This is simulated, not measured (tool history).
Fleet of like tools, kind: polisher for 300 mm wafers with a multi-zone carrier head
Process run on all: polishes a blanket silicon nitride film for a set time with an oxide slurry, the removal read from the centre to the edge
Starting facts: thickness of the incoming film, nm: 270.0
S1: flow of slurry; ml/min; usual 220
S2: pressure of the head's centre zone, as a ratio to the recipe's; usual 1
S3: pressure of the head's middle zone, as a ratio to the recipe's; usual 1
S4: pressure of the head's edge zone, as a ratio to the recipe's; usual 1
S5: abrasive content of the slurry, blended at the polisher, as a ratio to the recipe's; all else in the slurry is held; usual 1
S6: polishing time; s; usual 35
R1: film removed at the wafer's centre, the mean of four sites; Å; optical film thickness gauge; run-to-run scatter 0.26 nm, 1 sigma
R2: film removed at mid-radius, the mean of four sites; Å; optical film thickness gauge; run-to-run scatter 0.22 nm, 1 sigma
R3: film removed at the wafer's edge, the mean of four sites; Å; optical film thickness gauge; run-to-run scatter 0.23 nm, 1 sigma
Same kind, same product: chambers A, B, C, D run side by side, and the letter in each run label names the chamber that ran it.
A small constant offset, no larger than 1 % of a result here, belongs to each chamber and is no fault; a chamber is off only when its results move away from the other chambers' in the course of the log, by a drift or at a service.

run 1C hour=3.4 | S1=220 S2=1 S3=1 S4=1 S5=1 S6=35 | R1=193.46 R2=190.06 R3=189.79
-- hour=5.6 chamber B: edge zone pressure recalibrated
run 2A hour=6 | S1=220 S2=1 S3=1 S4=1 S5=1 S6=35 | R1=188.72 R2=192.09 R3=189.31
-- hour=8.3 chamber B: worn pad replaced by a new one
run 3D hour=9.1 | S1=220 S2=1 S3=1 S4=1 S5=1 S6=35 | R1=194.27 R2=194.21 R3=187.93
run 4B hour=12.3 | S1=220 S2=1 S3=1 S4=1 S5=1 S6=35 | R1=192.69 R2=185.68 R3=190.53
run 5B hour=15.7 | S1=220 S2=1 S3=1 S4=1 S5=1 S6=35 | R1=190.57 R2=192.8 R3=188.92
run 6C hour=19.1 | S1=220 S2=1 S3=1 S4=1 S5=1 S6=35 | R1=187.08 R2=185.27 R3=189.51
-- hour=20.9 chamber C: worn pad replaced by a new one
-- hour=23 chamber A: worn pad replaced by a new one
run 7A hour=24 | S1=220 S2=1 S3=1 S4=1 S5=1 S6=35 | R1=194.14 R2=188.05 R3=191.45
run 8D hour=26.9 | S1=220 S2=1 S3=1 S4=1 S5=1 S6=35 | R1=192.31 R2=187.8 R3=191.17
run 9D hour=31.8 | S1=220 S2=1 S3=1 S4=1 S5=1 S6=35 | R1=189.69 R2=187.02 R3=188.17
run 10A hour=36.3 | S1=220 S2=1 S3=1 S4=1 S5=1 S6=35 | R1=190.9 R2=189.39 R3=194.21
run 11B hour=39.5 | S1=220 S2=1 S3=1 S4=1 S5=1 S6=35 | R1=194.44 R2=187.99 R3=193
run 12C hour=42.1 | S1=220 S2=1 S3=1 S4=1 S5=1 S6=35 | R1=189.89 R2=190.46 R3=189.03
run 13B hour=46.5 | S1=220 S2=1 S3=1 S4=1 S5=1 S6=35 | R1=192.52 R2=185.32 R3=184.93
run 14A hour=49.9 | S1=220 S2=1 S3=1 S4=1 S5=1 S6=35 | R1=186.37 R2=187.22 R3=189.38
-- hour=53.2 chamber B: worn pad replaced by a new one
run 15D hour=53.2 | S1=220 S2=1 S3=1 S4=1 S5=1 S6=35 | R1=181.03 R2=185.93 R3=186.69
run 16C hour=57 | S1=220 S2=1 S3=1 S4=1 S5=1 S6=35 | R1=188.54 R2=188.62 R3=190.22
run 17C hour=61.5 | S1=220 S2=1 S3=1 S4=1 S5=1 S6=35 | R1=188.77 R2=187.13 R3=189.66
-- hour=66.9 chamber C: worn pad replaced by a new one
run 18D hour=66.9 | S1=220 S2=1 S3=1 S4=1 S5=1 S6=35 | R1=179.25 R2=181.03 R3=184.72
run 19A hour=69.3 | S1=220 S2=1 S3=1 S4=1 S5=1 S6=35 | R1=186.97 R2=187.02 R3=193.62
run 20B hour=74 | S1=220 S2=1 S3=1 S4=1 S5=1 S6=35 | R1=191.14 R2=187.57 R3=188.2
run 21C hour=78.9 | S1=220 S2=1 S3=1 S4=1 S5=1 S6=35 | R1=189.03 R2=191.08 R3=190.73
run 22D hour=83.9 | S1=220 S2=1 S3=1 S4=1 S5=1 S6=35 | R1=179.43 R2=181.24 R3=177.43
run 23B hour=88.4 | S1=220 S2=1 S3=1 S4=1 S5=1 S6=35 | R1=188.53 R2=188.29 R3=191.47
-- hour=92.4 chamber B: centre zone pressure recalibrated
-- hour=92.6 chamber C: slurry nozzle cleaned
run 24A hour=92.7 | S1=220 S2=1 S3=1 S4=1 S5=1 S6=35 | R1=190.67 R2=190.45 R3=192.2
run 25B hour=97 | S1=220 S2=1 S3=1 S4=1 S5=1.2 S6=35 | R1=205.66 R2=201.33 R3=203.9
run 26A hour=99.3 | S1=220 S2=1 S3=1 S4=1 S5=1.2 S6=35 | R1=209.88 R2=205.19 R3=206.15
-- hour=99.7 chamber B: worn pad replaced by a new one
-- hour=100.7 chamber A: worn pad replaced by a new one
-- hour=103.7 chamber C: worn pad replaced by a new one
run 27C hour=104.6 | S1=220 S2=1 S3=1 S4=1 S5=1.2 S6=35 | R1=209.29 R2=202.8 R3=201.35
run 28D hour=108.1 | S1=220 S2=1 S3=1 S4=1 S5=1.2 S6=35 | R1=190.36 R2=187.92 R3=187.44
run 29A hour=111.5 | S1=220 S2=1 S3=1 S4=1 S5=1 S6=35 | R1=188.6 R2=191.31 R3=186.56
run 30D hour=116.3 | S1=220 S2=1 S3=1 S4=1 S5=1 S6=35 | R1=170.83 R2=173.37 R3=172.64
run 31C hour=121 | S1=220 S2=1 S3=1 S4=1 S5=1 S6=35 | R1=194.74 R2=188.19 R3=189.49
run 32B hour=125.7 | S1=220 S2=1 S3=1 S4=1 S5=1 S6=35 | R1=191.57 R2=186.45 R3=192.07
run 33A hour=130.3 | S1=220 S2=1.05 S3=1.06 S4=1 S5=1 S6=35 | R1=200.79 R2=198.07 R3=189.26
run 34D hour=135.4 | S1=220 S2=1.05 S3=1.06 S4=1 S5=1 S6=35 | R1=179.23 R2=175.58 R3=168.24
run 35B hour=139.6 | S1=220 S2=1.05 S3=1.06 S4=1 S5=1 S6=35 | R1=199.79 R2=197.36 R3=187.85

For the next run the whole fleet of 4 chambers uses the same settings. Give each chamber's results:
run 36A hour=143.5 | S1=220 S2=1 S3=1 S4=1 S5=1 S6=35 | R1=? R2=? R3=?
run 36B hour=143.5 | S1=220 S2=1 S3=1 S4=1 S5=1 S6=35 | R1=? R2=? R3=?
run 36C hour=143.5 | S1=220 S2=1 S3=1 S4=1 S5=1 S6=35 | R1=? R2=? R3=?
run 36D hour=143.5 | S1=220 S2=1 S3=1 S4=1 S5=1 S6=35 | R1=? R2=? R3=?

run=36A R1=189.32 R2=184.17 R3=196.34
run=36B R1=188.89 R2=188.3 R3=188.41
run=36C R1=186.19 R2=192.56 R3=186.71
run=36D R1=170.28 R2=167.89 R3=162.19
